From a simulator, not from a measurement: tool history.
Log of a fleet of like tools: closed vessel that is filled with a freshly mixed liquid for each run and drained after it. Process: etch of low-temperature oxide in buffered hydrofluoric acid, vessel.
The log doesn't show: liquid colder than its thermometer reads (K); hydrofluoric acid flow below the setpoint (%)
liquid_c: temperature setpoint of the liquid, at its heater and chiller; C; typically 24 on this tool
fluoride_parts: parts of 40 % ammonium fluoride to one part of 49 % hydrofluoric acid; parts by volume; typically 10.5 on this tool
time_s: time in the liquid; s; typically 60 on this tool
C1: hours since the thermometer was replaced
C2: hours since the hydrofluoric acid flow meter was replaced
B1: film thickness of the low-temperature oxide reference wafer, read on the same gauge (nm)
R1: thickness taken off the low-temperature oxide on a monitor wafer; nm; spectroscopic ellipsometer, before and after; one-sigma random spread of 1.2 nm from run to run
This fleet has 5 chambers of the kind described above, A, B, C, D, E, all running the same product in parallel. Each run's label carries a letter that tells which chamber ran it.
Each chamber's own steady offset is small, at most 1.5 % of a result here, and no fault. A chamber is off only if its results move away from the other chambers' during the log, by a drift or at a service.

Run 1E, day 0.238: usual settings; C1 1034.2; C2 1244.5; B1 120. Result: R1 149.43 nm.
Run 2D, day 0.621: usual settings; C1 82.4; C2 1967; B1 119.99. Result: R1 150.32 nm.
Run 3A, day 0.854: usual settings; C1 1877.5; C2 959.7; B1 119.99. Result: R1 149.41 nm.
Run 4B, day 1.108: usual settings; C1 60.9; C2 969.5; B1 119.95. Result: R1 150.71 nm.
Run 5C, day 1.367: usual settings; C1 398.7; C2 1050.6; B1 120.02. Result: R1 149.06 nm.
Run 6E, day 1.642: usual settings; C1 1067.9; C2 1278.2; B1 120. Result: R1 149.73 nm.
Run 7C, day 1.871: usual settings; C1 410.8; C2 1062.7; B1 120.01. Result: R1 148.93 nm.
Run 8D, day 2.104: usual settings; C1 118; C2 2002.6; B1 119.99. Result: R1 148.71 nm.
Run 9B, day 2.321: usual settings but liquid_c 22 C; C1 90; C2 998.6; B1 119.98. Result: R1 135.37 nm.
Run 10A, day 2.612: usual settings but liquid_c 22 C; C1 1919.7; C2 1001.9; B1 120. Result: R1 135.42 nm.
Run 11B, day 2.933: usual settings but liquid_c 22 C; C1 104.7; C2 1013.3; B1 120. Result: R1 136.79 nm.
Run 12C, day 3.258: usual settings but liquid_c 22 C; C1 444.1; C2 1096; B1 120.01. Result: R1 135.69 nm.
Run 13D, day 3.454: usual settings but liquid_c 22 C; C1 150.4; C2 2035; B1 119.99. Result: R1 133.78 nm.
Run 14A, day 3.75: usual settings; C1 1947; C2 1029.2; B1 119.99. Result: R1 151.27 nm.
Run 15E, day 4: usual settings; C1 1124.5; C2 1334.8; B1 120. Result: R1 151.5 nm.
Run 16A, day 4.3: usual settings; C1 1960.2; C2 1042.4; B1 120. Result: R1 151.69 nm.
Run 17D, day 4.625: usual settings; C1 178.5; C2 2063.1; B1 119.99. Result: R1 150.29 nm.
Run 18E, day 5: usual settings; C1 1148.5; C2 1358.8; B1 120.01. Result: R1 148.77 nm.
Run 19C, day 5.358: usual settings; C1 494.5; C2 1146.4; B1 120.01. Result: R1 143.97 nm.
Run 20B, day 5.746: usual settings; C1 172.2; C2 1080.8; B1 120.03. Result: R1 150.4 nm.
Run 21D, day 6.129: usual settings; C1 214.6; C2 2099.2; B1 120. Result: R1 148.04 nm.
Run 22C, day 6.467: usual settings; C1 521.1; C2 1173; B1 120.01. Result: R1 143.49 nm.
Run 23A, day 6.804: usual settings; C1 2020.3; C2 1102.5; B1 120.01. Result: R1 151.49 nm.
Run 24B, day 7.029: usual settings; C1 203; C2 1111.6; B1 120. Result: R1 150.19 nm.
Run 25E, day 7.421: usual settings; C1 1206.6; C2 1416.9; B1 119.99. Result: R1 147.21 nm.
Run 26B, day 7.762: usual settings; C1 220.6; C2 1129.2; B1 120.03. Result: R1 151.84 nm.
Run 27C, day 7.946: usual settings; C1 556.6; C2 1208.5; B1 119.96. Result: R1 141.06 nm.
Run 28E, day 8.133: usual settings but fluoride_parts 7 parts by volume; C1 1223.7; C2 1434; B1 120.01. Result: R1 218.52 nm.
Run 29A, day 8.346: usual settings but fluoride_parts 7 parts by volume; C1 2057.3; C2 1139.5; B1 120.02. Result: R1 220.23 nm.
Run 30D, day 8.521: usual settings but fluoride_parts 7 parts by volume; C1 272; C2 2156.6; B1 119.98. Result: R1 218.66 nm.
At day 8.696: chamber C: hydrofluoric acid flow meter replaced.
Run 31C, day 8.721: usual settings but fluoride_parts 7 parts by volume; C1 575.2; C2 0.7; B1 120.01. Result: R1 208.64 nm.
Run 32B, day 9.079: usual settings but fluoride_parts 7 parts by volume; C1 252.2; C2 1160.8; B1 119.99. Result: R1 218 nm.
Run 33D, day 9.458: usual settings; C1 294.5; C2 2179.1; B1 120. Result: R1 149.48 nm.

One chamber off, gauge drift, or nothing amiss beyond the chambers' own small offsets? If it is a chamber, which one, and what is the likeliest cause?

One chamber, C, drifts off from the rest bit by bit.
Cause: liquid colder than its thermometer reads (K) = 1.29.

Chamber C could run next with any of the 4 candidate recipes listed below; each alters the usual settings, and their results appear as question marks. Which one brings its results back in line with what the other chambers deliver on the usual settings?
Maximum distance from the other chambers' mean on the usual settings for a result to count as in line: R1 4.4 nm
Run 34C-1, day 9.738: usual settings but fluoride_parts 11 parts by volume, time_s 55 s. Result: R1 ?.
Run 34C-2, day 9.738: usual settings but time_s 65 s. Result: R1 ?.
Run 34C-3, day 9.738: usual settings but time_s 55 s. Result: R1 ?.
Run 34C-4, day 9.738: usual settings but fluoride_parts 10 parts by volume, time_s 65 s. Result: R1 ?.

On the usual settings, the other chambers give on average: R1 150.04 nm
  run      R1
34C-1  121.65
34C-2  150.46
34C-3  127.31
34C-4  157.79
34C-2 brings the chamber back in line.
